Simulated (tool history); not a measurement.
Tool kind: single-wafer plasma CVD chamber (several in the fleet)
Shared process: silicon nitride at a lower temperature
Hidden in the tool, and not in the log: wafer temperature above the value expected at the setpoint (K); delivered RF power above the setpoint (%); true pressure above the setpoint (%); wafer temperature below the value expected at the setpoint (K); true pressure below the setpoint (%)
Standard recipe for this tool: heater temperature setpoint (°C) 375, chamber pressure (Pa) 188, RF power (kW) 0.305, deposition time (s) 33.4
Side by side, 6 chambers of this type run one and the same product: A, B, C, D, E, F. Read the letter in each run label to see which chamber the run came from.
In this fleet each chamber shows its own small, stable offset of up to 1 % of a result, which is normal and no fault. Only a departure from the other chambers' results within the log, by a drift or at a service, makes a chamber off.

| run | hour | heater temperature setpoint (°C) | chamber pressure (Pa) | RF power (kW) | deposition time (s) | hours since the last thermocouple change | hours since the last RF generator calibration | hours since the last manometer calibration | read-back reference wafer on the same gauge, thickness_nm | mean film thickness on the monitor wafer (nm) |
|---|---|---|---|---|---|---|---|---|---|---|
| 1F | 8.9 | 375 | 188 | 0.305 | 33.4 | 211.4 | 1749.2 | 38.2 | 44.122 | 37.992 |
| 2B | 18.1 | 375 | 188 | 0.305 | 33.4 | 242.4 | 609.7 | 241.3 | 44.116 | 37.964 |
|  | 20.3 | chamber A: thermocouple changed; heater temperature recalibrated |
| 3D | 25.1 | 375 | 188 | 0.305 | 33.4 | 517.4 | 952.2 | 1146.9 | 44.129 | 38.262 |
| 4A | 32 | 375 | 188 | 0.305 | 33.4 | 11.7 | 436.3 | 542.1 | 44.135 | 38.031 |
| 5E | 38.4 | 375 | 188 | 0.305 | 33.4 | 1354 | 395.7 | 1297.3 | 44.14 | 37.784 |
| 6C | 43 | 375 | 188 | 0.305 | 33.4 | 441.3 | 289 | 340.4 | 44.14 | 38.201 |
| 7D | 48 | 375 | 188 | 0.305 | 33.4 | 540.3 | 975.1 | 1169.8 | 44.152 | 38.202 |
| 8E | 54.5 | 375 | 188 | 0.305 | 33.4 | 1370.1 | 411.8 | 1313.4 | 44.152 | 37.887 |
| 9F | 60 | 375 | 188 | 0.305 | 33.4 | 262.5 | 1800.3 | 89.3 | 44.143 | 37.928 |
| 10C | 64.4 | 375 | 188 | 0.305 | 33.4 | 462.7 | 310.4 | 361.8 | 44.147 | 38.141 |
| 11A | 69.3 | 375 | 188 | 0.305 | 33.4 | 49 | 473.6 | 579.4 | 44.164 | 38.08 |
| 12B | 78.6 | 375 | 188 | 0.305 | 33.4 | 302.9 | 670.2 | 301.8 | 44.171 | 38.02 |
| 13A | 82.9 | 375 | 188 | 0.305 | 33.4 | 62.6 | 487.2 | 593 | 44.171 | 38.19 |
| 14B | 90.8 | 375 | 188 | 0.305 | 33.4 | 315.1 | 682.4 | 314 | 44.199 | 37.913 |
| 15D | 95.9 | 389 | 219 | 0.305 | 33.4 | 588.2 | 1023 | 1217.7 | 44.175 | 39.633 |
| 16C | 102.5 | 389 | 219 | 0.305 | 33.4 | 500.8 | 348.5 | 399.9 | 44.184 | 39.678 |
| 17F | 109.8 | 389 | 219 | 0.305 | 33.4 | 312.3 | 1850.1 | 139.1 | 44.193 | 39.446 |
| 18E | 117.7 | 389 | 219 | 0.305 | 33.4 | 1433.3 | 475 | 1376.6 | 44.213 | 39.223 |
| 19F | 125.2 | 389 | 219 | 0.305 | 33.4 | 327.7 | 1865.5 | 154.5 | 44.225 | 39.299 |
| 20C | 132.6 | 389 | 219 | 0.305 | 33.4 | 530.9 | 378.6 | 430 | 44.214 | 39.668 |
| 21D | 140.5 | 375 | 188 | 0.305 | 33.4 | 632.8 | 1067.6 | 1262.3 | 44.219 | 38.34 |
| 22E | 148.8 | 375 | 188 | 0.305 | 33.4 | 1464.4 | 506.1 | 1407.7 | 44.225 | 37.84 |
| 23B | 155.4 | 375 | 188 | 0.305 | 33.4 | 379.7 | 747 | 378.6 | 44.255 | 37.938 |
| 24A | 164.7 | 375 | 188 | 0.305 | 33.4 | 144.4 | 569 | 674.8 | 44.255 | 38.31 |
| 25A | 173.2 | 368 | 188 | 0.305 | 37.7 | 152.9 | 577.5 | 683.3 | 44.254 | 43.082 |
| 26E | 177.4 | 368 | 188 | 0.305 | 37.7 | 1493 | 534.7 | 1436.3 | 44.271 | 42.925 |
| 27F | 186 | 368 | 188 | 0.305 | 37.7 | 388.5 | 1926.3 | 215.3 | 44.263 | 43.104 |
| 28C | 194.2 | 368 | 188 | 0.305 | 37.7 | 592.5 | 440.2 | 491.6 | 44.266 | 43.363 |
| 29D | 202.8 | 368 | 188 | 0.305 | 37.7 | 695.1 | 1129.9 | 1324.6 | 44.295 | 43.432 |
| 30B | 207.1 | 368 | 188 | 0.305 | 37.7 | 431.4 | 798.7 | 430.3 | 44.279 | 43.045 |
| 31B | 215.6 | 375 | 188 | 0.305 | 33.4 | 439.9 | 807.2 | 438.8 | 44.286 | 38.005 |
| 32F | 224.3 | 375 | 188 | 0.305 | 33.4 | 426.8 | 1964.6 | 253.6 | 44.295 | 37.969 |
| 33C | 233.4 | 375 | 188 | 0.305 | 33.4 | 631.7 | 479.4 | 530.8 | 44.289 | 38.274 |
| 34D | 243 | 375 | 188 | 0.305 | 33.4 | 735.3 | 1170.1 | 1364.8 | 44.326 | 38.381 |
| 35A | 251 | 375 | 188 | 0.305 | 33.4 | 230.7 | 655.3 | 761.1 | 44.349 | 38.277 |
|  | 253.5 | chamber F: RF generator calibrated |
| 36E | 257.7 | 375 | 188 | 0.305 | 33.4 | 1573.3 | 615 | 1516.6 | 44.341 | 37.802 |
|  | 264.4 | chamber E: thermocouple changed; heater temperature recalibrated |
| 37B | 267.3 | 375 | 188 | 0.305 | 33.4 | 491.6 | 858.9 | 490.5 | 44.328 | 38.054 |
| 38A | 274.7 | 375 | 188 | 0.305 | 33.4 | 254.4 | 679 | 784.8 | 44.329 | 38.274 |
| 39C | 281.9 | 375 | 188 | 0.305 | 33.4 | 680.2 | 527.9 | 579.3 | 44.348 | 38.333 |
| 40D | 287.8 | 375 | 188 | 0.305 | 37.6 | 780.1 | 1214.9 | 1409.6 | 44.368 | 43.101 |
| 41F | 296.8 | 375 | 188 | 0.305 | 37.6 | 499.3 | 43.3 | 326.1 | 44.36 | 42.937 |
| 42E | 304.3 | 375 | 188 | 0.305 | 37.6 | 40 | 661.6 | 1563.2 | 44.371 | 42.809 |
| 43E | 314 | 375 | 188 | 0.305 | 37.6 | 49.7 | 671.3 | 1572.9 | 44.379 | 42.885 |
| 44C | 323.3 | 375 | 188 | 0.305 | 37.6 | 721.6 | 569.3 | 620.7 | 44.399 | 43.152 |

Next, all 6 chambers run the settings below, one line each with question marks for the results. What does each chamber give?
| 45A | 330.3 | 375 | 188 | 0.305 | 38 |  |  |  |  | ? |
| 45B | 330.3 | 375 | 188 | 0.305 | 38 |  |  |  |  | ? |
| 45C | 330.3 | 375 | 188 | 0.305 | 38 |  |  |  |  | ? |
| 45D | 330.3 | 375 | 188 | 0.305 | 38 |  |  |  |  | ? |
| 45E | 330.3 | 375 | 188 | 0.305 | 38 |  |  |  |  | ? |
| 45F | 330.3 | 375 | 188 | 0.305 | 38 |  |  |  |  | ? |

| run | mean film thickness on the monitor wafer (nm) |
|---|---|
| 45A | 43.485 |
| 45B | 43.443 |
| 45C | 43.624 |
| 45D | 43.611 |
| 45E | 43.316 |
| 45F | 43.393 |

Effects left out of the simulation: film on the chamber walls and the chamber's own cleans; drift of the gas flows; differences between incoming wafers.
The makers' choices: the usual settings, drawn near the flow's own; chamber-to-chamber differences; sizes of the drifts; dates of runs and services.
